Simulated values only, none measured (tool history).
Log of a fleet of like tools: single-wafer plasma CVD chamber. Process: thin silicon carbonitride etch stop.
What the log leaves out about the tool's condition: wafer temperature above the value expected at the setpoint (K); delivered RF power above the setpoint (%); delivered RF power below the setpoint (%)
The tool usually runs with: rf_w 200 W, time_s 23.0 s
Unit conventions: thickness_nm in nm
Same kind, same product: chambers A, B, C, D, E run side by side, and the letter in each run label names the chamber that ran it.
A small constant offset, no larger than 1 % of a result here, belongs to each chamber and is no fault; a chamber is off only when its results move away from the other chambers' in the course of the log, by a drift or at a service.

run	hour	rf_w	time_s	hours since the last thermocouple change	hours since the last RF generator calibration	read-back reference wafer on the same gauge, thickness_nm	thickness_nm
1B	7.1	200	23.0	681.5	1293.9	12.304	13.088
2A	14.1	200	23.0	697.3	327.4	12.292	13.023
3C	23.2	200	23.0	1692.2	120.7	12.302	13.059
4D	35.2	200	23.0	985.2	852.9	12.286	13.081
5E	47.1	200	23.0	1944.2	295.2	12.299	13.226
6C	56.0	200	23.0	1725.0	153.5	12.299	13.198
# hour 60.4: chamber D: thermocouple changed; heater temperature recalibrated
7D	64.7	200	23.0	4.3	882.4	12.300	13.128
8B	70.9	200	23.0	745.3	1357.7	12.301	13.131
9A	80.9	200	23.0	764.1	394.2	12.289	13.046
10E	92.4	200	23.0	1989.5	340.5	12.298	13.173
11B	99.2	200	23.0	773.6	1386.0	12.294	13.104
12C	105.4	200	25.6	1774.4	202.9	12.305	14.615
13D	112.9	200	25.6	52.5	930.6	12.303	14.708
14E	119.4	200	25.6	2016.5	367.5	12.300	14.712
15A	124.9	200	25.6	808.1	438.2	12.298	14.603
16A	133.9	200	25.6	817.1	447.2	12.311	14.544
17D	143.6	200	23.0	83.2	961.3	12.307	13.148
18B	150.2	185	23.0	824.6	1437.0	12.297	12.836
19E	162.7	185	23.0	2059.8	410.8	12.297	12.923
20C	169.3	185	23.0	1838.3	266.8	12.301	12.849
21C	176.3	185	23.0	1845.3	273.8	12.310	12.801
22B	182.3	185	23.0	856.7	1469.1	12.299	12.804
23D	192.8	200	23.0	132.4	1010.5	12.304	13.125
24E	202.6	200	23.0	2099.7	450.7	12.295	13.251
# hour 203.7: chamber D: RF generator calibrated
25A	211.8	200	23.0	895.0	525.1	12.299	13.033
26A	217.3	215	20.9	900.5	530.6	12.305	12.125
27D	224.7	215	20.9	164.3	21.1	12.287	12.131
28C	234.3	215	20.9	1903.3	331.8	12.303	12.227
29E	241.4	215	20.9	2138.5	489.5	12.301	12.302
30B	251.9	215	20.9	926.3	1538.7	12.299	12.156
31C	261.5	200	23.0	1930.5	359.0	12.293	13.110
32A	273.3	200	23.0	956.5	586.6	12.295	13.088
33B	284.3	190	24.4	958.7	1571.1	12.299	13.744
34E	294.3	190	24.4	2191.4	542.4	12.302	13.742
35D	306.8	190	24.4	246.4	103.2	12.297	13.686
36B	313.1	190	24.4	987.5	1599.9	12.305	13.649
37C	325.5	190	24.4	1994.5	423.0	12.293	13.731
38A	336.2	200	23.0	1019.4	649.5	12.299	13.008
# hour 340.7: chamber C: thermocouple changed; heater temperature recalibrated
39E	343.9	200	23.0	2241.0	592.0	12.300	13.276
40D	354.1	200	23.0	293.7	150.5	12.310	13.130
41C	364.4	200	23.0	23.7	461.9	12.301	13.087
42E	370.6	200	23.0	2267.7	618.7	12.298	13.217
43B	378.1	200	23.0	1052.5	1664.9	12.309	13.074

Next, every chamber runs the same settings. What will each give?
44A	387.1	200	26.4				?
44B	387.1	200	26.4				?
44C	387.1	200	26.4				?
44D	387.1	200	26.4				?
44E	387.1	200	26.4				?

run	thickness_nm
44A	14.951
44B	15.060
44C	15.086
44D	15.120
44E	15.149
